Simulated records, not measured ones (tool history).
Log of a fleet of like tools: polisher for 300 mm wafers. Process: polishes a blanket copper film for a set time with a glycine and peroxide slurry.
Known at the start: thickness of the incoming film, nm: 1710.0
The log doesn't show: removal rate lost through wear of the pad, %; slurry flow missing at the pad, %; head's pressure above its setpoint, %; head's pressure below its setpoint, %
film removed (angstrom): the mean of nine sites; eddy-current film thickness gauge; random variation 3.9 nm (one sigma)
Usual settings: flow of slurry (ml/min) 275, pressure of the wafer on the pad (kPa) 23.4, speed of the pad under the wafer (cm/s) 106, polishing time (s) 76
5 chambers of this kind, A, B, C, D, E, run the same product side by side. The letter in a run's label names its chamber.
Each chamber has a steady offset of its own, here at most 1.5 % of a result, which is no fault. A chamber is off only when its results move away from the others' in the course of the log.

run   hour  flow of slurry (ml/min)  pressure of the wafer on the pad (kPa)  speed of the pad under the wafer (cm/s)  polishing time (s)  wafers polished on this pad  hours since the slurry nozzle was cleaned  hours since the head pressure was calibrated  film removed (angstrom)
 1D    5.7                      275                                    23.4                                      106                  76                           77                                       69.7                                         382.3                   4372.6
 2B   10.0                      275                                    23.4                                      106                  76                          725                                      213.1                                         195.3                   4374.2
 3C   15.1                      275                                    23.4                                      106                  76                          302                                      130.3                                         539.7                   4315.6
      17.6  -- chamber E: worn pad replaced by a new one
 4E   21.2                      275                                    23.4                                      106                  76                           33                                      159.3                                         313.8                   4337.3
 5A   25.9                      275                                    23.4                                      106                  76                          355                                      139.0                                         820.5                   4249.4
 6A   31.2                      275                                    23.4                                      106                  76                          404                                      144.3                                         825.8                   4332.9
 7C   35.3                      275                                    23.4                                      106                  76                          489                                      150.5                                         559.9                   4288.0
 8E   40.9                      275                                    23.4                                      106                  76                          216                                      179.0                                         333.5                   4321.8
      44.9  -- chamber C: worn pad replaced by a new one
 9B   49.3                      275                                    23.4                                      106                  76                         1089                                      252.4                                         234.6                   4293.3
10D   55.8                      275                                    23.4                                      106                  76                          541                                      119.8                                         432.4                   4411.1
11B   63.9                      275                                    23.4                                      106                  76                         1224                                      267.0                                         249.2                   4305.2
12A   71.6                      275                                    23.4                                      106                  76                          778                                      184.7                                         866.2                   4244.6
13E   77.4                      275                                    23.4                                      106                  76                          554                                      215.5                                         370.0                   4346.1
14D   85.4                      275                                    23.4                                      106                  76                          816                                      149.4                                         462.0                   4278.0
      86.0  -- chamber A: head pressure recalibrated
15C   89.4                      275                                    23.4                                      106                  76                          413                                      204.6                                         614.0                   4261.8
16D   94.1                      275                                    23.4                                      106                  76                          896                                      158.1                                         470.7                   4337.8
      97.9  -- chamber D: head pressure recalibrated
      99.9  -- chamber A: worn pad replaced by a new one
17B  100.2                      275                                    23.4                                      106                  76                         1560                                      303.3                                         285.5                   4208.5
     103.8  -- chamber C: worn pad replaced by a new one
18A  107.1                      275                                    23.4                                      106                  96                           66                                      220.2                                          21.1                   5484.5
19E  114.7                      275                                    23.4                                      106                  96                          899                                      252.8                                         407.3                   5505.5
20C  120.4                      275                                    23.4                                      106                  96                          154                                      235.6                                         645.0                   5397.0
21E  128.7                      275                                    23.4                                      106                  96                         1029                                      266.8                                         421.3                   5449.4
     131.9  -- chamber D: worn pad replaced by a new one
22C  136.2                      275                                    23.4                                      106                  96                          300                                      251.4                                         660.8                   5408.9
23D  141.9                      275                                    23.4                                      106                  76                           92                                      205.9                                          44.1                   4351.8
24B  148.6                      275                                    23.4                                      106                  76                         2009                                      351.7                                         333.9                   4171.1
     148.7  -- chamber E: worn pad replaced by a new one
     150.9  -- chamber B: head pressure recalibrated
25A  154.1                      275                                    23.4                                      106                  76                          502                                      267.2                                          68.1                   4380.1
26B  159.4                      220                                    23.4                                      124                  76                         2109                                      362.5                                           8.6                   4651.1
27C  166.9                      220                                    23.4                                      124                  76                          585                                      282.1                                         691.5                   4727.2
28E  171.4                      220                                    23.4                                      124                  76                          210                                      309.5                                         464.0                   4834.9
     177.0  -- chamber C: worn pad replaced by a new one
     177.6  -- chamber E: slurry nozzle cleaned
29A  177.9                      220                                    23.4                                      124                  76                          722                                      291.0                                          91.9                   4773.5
30D  182.1                      220                                    23.4                                      124                  76                          465                                      246.1                                          84.3                   4861.5
31D  189.2                      275                                    23.4                                      106                  76                          530                                      253.2                                          91.4                   4297.9
32A  196.9                      275                                    23.4                                      106                  76                          898                                      310.0                                         110.9                   4309.6
33E  203.4                      275                                    23.4                                      106                  76                          507                                       25.9                                         496.0                   4386.6
34B  210.8                      275                                    23.4                                      106                  76                         2585                                      413.9                                          60.0                   4059.2
35C  215.1                      275                                    31.0                                      106                  90                          353                                      330.3                                         739.7                   6482.7
36B  222.9                      275                                    31.0                                      106                  90                         2697                                      426.0                                          72.1                   6129.4
37C  229.0                      275                                    31.0                                      106                  90                          482                                      344.2                                         753.6                   6461.9
38A  235.4                      275                                    31.0                                      106                  90                         1255                                      348.5                                         149.4                   6541.5
     236.4  -- chamber A: worn pad replaced by a new one
39D  240.4                      275                                    31.0                                      106                  90                         1005                                      304.4                                         142.6                   6643.9
40E  246.6                      275                                    23.4                                      106                  76                          907                                       69.1                                         539.2                   4336.3
41B  255.2                      275                                    23.4                                      106                  76                         2996                                      458.3                                         104.4                   4022.9
42D  262.0                      275                                    23.4                                      106                  76                         1205                                      326.0                                         164.2                   4331.2
43A  270.1                      275                                    23.4                                      106                  76                          312                                      383.2                                         184.1                   4310.0

Next, every chamber runs the same settings. What will each give?
44A  276.3                      275                                    18.6                                      106                  76                                                                                                                                              ?
44B  276.3                      275                                    18.6                                      106                  76                                                                                                                                              ?
44C  276.3                      275                                    18.6                                      106                  76                                                                                                                                              ?
44D  276.3                      275                                    18.6                                      106                  76                                                                                                                                              ?
44E  276.3                      275                                    18.6                                      106                  76                                                                                                                                              ?

run  film removed (angstrom)
44A                   3500.2
44B                   3230.6
44C                   3394.1
44D                   3634.8
44E                   3548.9

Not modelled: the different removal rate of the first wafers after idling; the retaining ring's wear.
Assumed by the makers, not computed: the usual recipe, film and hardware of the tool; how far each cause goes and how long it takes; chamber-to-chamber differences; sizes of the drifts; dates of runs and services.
